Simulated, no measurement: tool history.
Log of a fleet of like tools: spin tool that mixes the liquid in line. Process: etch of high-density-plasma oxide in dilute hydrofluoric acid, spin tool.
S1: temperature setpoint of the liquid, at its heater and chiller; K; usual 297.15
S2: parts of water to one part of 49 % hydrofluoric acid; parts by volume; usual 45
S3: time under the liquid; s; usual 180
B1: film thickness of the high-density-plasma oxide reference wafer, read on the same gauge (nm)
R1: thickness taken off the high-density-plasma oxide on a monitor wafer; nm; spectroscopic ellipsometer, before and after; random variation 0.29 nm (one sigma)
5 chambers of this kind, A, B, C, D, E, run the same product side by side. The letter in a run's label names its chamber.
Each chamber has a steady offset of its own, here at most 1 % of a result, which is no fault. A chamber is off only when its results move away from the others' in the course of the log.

run   hour      S1  S2   S3      B1      R1
 1C    9.4  297.15  45  180  140.03  38.900
 2D   16.6  297.15  45  180  139.98  38.590
 3A   25.4  297.15  45  180  140.01  38.595
 4E   33.4  297.15  45  180  140.01  38.157
 5B   41.0  294.15  30  180  140.00  51.814
 6E   47.6  294.15  30  180  140.00  52.576
 7D   58.7  294.15  30  180  140.00  51.303
 8B   67.8  294.15  30  180  140.00  51.950
 9A   78.2  294.15  30  180  139.96  51.591
10C   90.2  297.15  30  180  140.00  59.161
11E  103.0  297.15  30  180  140.00  57.975
12C  109.3  297.15  30  180  139.98  59.360
13B  115.6  297.15  30  180  139.99  58.736
14D  121.8  297.15  30  180  140.03  58.074
15A  127.9  297.15  45  180  140.03  37.495
     132.9  -- chamber D: thermometer replaced
16A  137.2  297.15  45  180  139.98  37.913
17E  148.3  297.15  45  180  139.99  38.119
18B  160.9  297.15  45  180  140.02  38.579
19D  172.7  297.15  45  180  139.99  38.283
20C  179.5  297.15  45  180  140.01  38.598
21C  188.7  297.15  45  180  139.99  38.649
22E  197.8  297.15  45  180  139.98  38.084
23A  206.5  297.15  45  245  140.00  50.293
24D  217.6  297.15  45  245  140.02  52.389
25B  223.8  297.15  45  245  140.02  53.163
26B  234.5  297.15  45  245  140.00  52.843
27C  241.7  297.15  45  245  140.00  52.774
28A  251.1  297.15  45  180  140.05  37.077
29D  261.8  297.15  45  180  140.00  38.452
30E  267.6  297.15  45  180  139.99  38.588
31E  278.5  297.15  45  180  139.98  38.291
32A  290.2  293.15  55  180  139.98  24.919
33B  299.6  293.15  55  180  139.98  26.738
34D  312.1  293.15  55  180  140.01  26.167
35C  320.6  293.15  55  180  140.01  26.050
36A  328.4  293.15  55  180  139.98  24.664
37E  339.9  297.15  45  180  140.03  38.297
38C  347.6  297.15  45  180  140.00  38.837
39D  358.7  297.15  45  180  139.98  38.952
40B  366.2  297.15  45  140  140.00  29.980
41E  377.5  297.15  45  140  140.00  29.702
42C  385.3  297.15  45  140  140.01  30.132

What goes on in this fleet: one chamber off, a drifting gauge, or nothing beyond the chambers' own small offsets? Name the chamber and the cause, if any.

Chamber A drifts away from the others.
Cause: hydrofluoric acid flow below the setpoint (%) = 5.48.
The log may not tell that from: liquid colder than its thermometer reads (K).

Here are 4 candidates for chamber A's next run, each the usual settings with a change, their results left as question marks. Which one brings its results back in line with what the others give on the usual settings?
In line means no further than this from the other chambers' mean on the usual settings: R1 0.990 nm
43A-1  394.6  296.65  50  180       ?
43A-2  394.6  297.65  45  200       ?
43A-3  394.6  297.15  45  190       ?
43A-4  394.6  295.65  45  180       ?

The other chambers' mean on the usual settings: R1 38.383 nm
  run      R1
43A-1  31.641
43A-2  41.057
43A-3  38.193
43A-4  33.970
43A-3 brings the chamber back in line.

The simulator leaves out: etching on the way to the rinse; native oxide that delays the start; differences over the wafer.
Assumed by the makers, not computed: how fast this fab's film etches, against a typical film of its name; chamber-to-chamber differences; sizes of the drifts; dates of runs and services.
